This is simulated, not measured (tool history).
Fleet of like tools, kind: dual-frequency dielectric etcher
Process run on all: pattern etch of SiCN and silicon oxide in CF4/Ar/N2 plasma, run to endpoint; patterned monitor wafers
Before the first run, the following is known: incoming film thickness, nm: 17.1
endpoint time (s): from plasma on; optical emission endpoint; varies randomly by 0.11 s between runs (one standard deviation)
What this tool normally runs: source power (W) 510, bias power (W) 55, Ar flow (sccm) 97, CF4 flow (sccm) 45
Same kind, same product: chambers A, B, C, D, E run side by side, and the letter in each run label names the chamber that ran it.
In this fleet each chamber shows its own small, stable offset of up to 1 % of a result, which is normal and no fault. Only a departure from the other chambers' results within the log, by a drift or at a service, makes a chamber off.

| run | hour | source power (W) | bias power (W) | Ar flow (sccm) | CF4 flow (sccm) | endpoint time (s) |
|---|---|---|---|---|---|---|
| 1B | 12.7 | 510 | 55 | 97 | 45 | 20.905 |
| 2D | 20.6 | 510 | 55 | 97 | 45 | 20.766 |
| 3E | 34.2 | 510 | 55 | 97 | 45 | 20.824 |
| 4C | 43.9 | 510 | 55 | 97 | 45 | 20.821 |
| 5A | 57.3 | 510 | 55 | 97 | 45 | 20.956 |
|  | 58.8 | chamber A: source power generator calibrated |
| 6C | 64.3 | 510 | 55 | 97 | 45 | 20.801 |
|  | 68.4 | chamber D: wet clean of the chamber |
| 7A | 75.1 | 640 | 55 | 97 | 45 | 17.009 |
| 8D | 91.0 | 640 | 55 | 97 | 45 | 17.202 |
| 9E | 98.5 | 640 | 55 | 97 | 45 | 17.174 |
| 10B | 107.0 | 640 | 55 | 97 | 45 | 17.215 |
|  | 115.0 | chamber C: wet clean of the chamber |
| 11C | 120.4 | 640 | 55 | 97 | 45 | 17.236 |
|  | 132.7 | chamber A: wet clean of the chamber |
| 12D | 136.3 | 510 | 55 | 97 | 45 | 20.735 |
| 13A | 148.8 | 510 | 55 | 97 | 45 | 20.898 |
|  | 152.2 | chamber A: CF4 flow controller replaced |
| 14B | 156.0 | 510 | 55 | 97 | 45 | 20.685 |
| 15E | 168.6 | 510 | 55 | 97 | 45 | 20.952 |
| 16C | 184.0 | 510 | 55 | 97 | 45 | 20.912 |
| 17A | 194.1 | 510 | 55 | 97 | 45 | 20.885 |
| 18B | 206.9 | 510 | 55 | 97 | 45 | 20.597 |
| 19E | 218.7 | 510 | 55 | 97 | 45 | 21.125 |
| 20D | 228.1 | 510 | 55 | 97 | 45 | 20.629 |
| 21A | 242.5 | 510 | 55 | 97 | 45 | 20.940 |
| 22E | 252.8 | 510 | 55 | 83 | 45 | 20.479 |
| 23C | 265.0 | 510 | 55 | 83 | 45 | 20.054 |
| 24D | 275.1 | 510 | 55 | 83 | 45 | 20.188 |
| 25B | 287.8 | 510 | 55 | 83 | 45 | 19.769 |
| 26C | 303.1 | 510 | 55 | 83 | 45 | 20.298 |
| 27B | 315.1 | 390 | 65 | 97 | 45 | 24.007 |
| 28A | 328.1 | 390 | 65 | 97 | 45 | 24.945 |
| 29E | 340.9 | 390 | 65 | 97 | 45 | 25.291 |
|  | 342.5 | chamber D: bias power generator calibrated |
| 30D | 356.0 | 390 | 65 | 97 | 45 | 24.662 |
|  | 369.8 | chamber D: source power generator calibrated |
| 31D | 371.7 | 390 | 65 | 97 | 45 | 24.796 |
| 32A | 378.8 | 510 | 55 | 97 | 45 | 20.965 |

Read the log: is a single chamber off, either drifting away or since a service, is the gauge that measures every chamber drifting, or is nothing wrong beyond small per-chamber offsets? Name any odd chamber and what most likely caused it.

It is chamber B that slowly wanders off from its peers.
What lies behind it: etch rate over this chamber's usual, % = 5.36.
With only this log, it may be confused with: source power that arrives over what is set, %.

Below are 4 candidate recipes for chamber B's next run, each the usual settings with a change, their results shown as question marks. Which of them brings B's results back in line with what the other chambers give on the usual settings?
In line here means within this much of the mean the other chambers give on the usual settings: endpoint time (s) 0.390
| 33B-1 | 390.5 | 510 | 55 | 89 | 45 | ? |
| 33B-2 | 390.5 | 500 | 55 | 97 | 45 | ? |
| 33B-3 | 390.5 | 490 | 54 | 98 | 45 | ? |
| 33B-4 | 390.5 | 510 | 55 | 97 | 57 | ? |

Usual-settings mean across the other chambers: endpoint time (s) 20.868
| run | endpoint time (s) |
|---|---|
| 33B-1 | 19.578 |
| 33B-2 | 20.234 |
| 33B-3 | 20.762 |
| 33B-4 | 19.074 |
Change 33B-3 lands the chamber within the allowed miss of the other chambers.
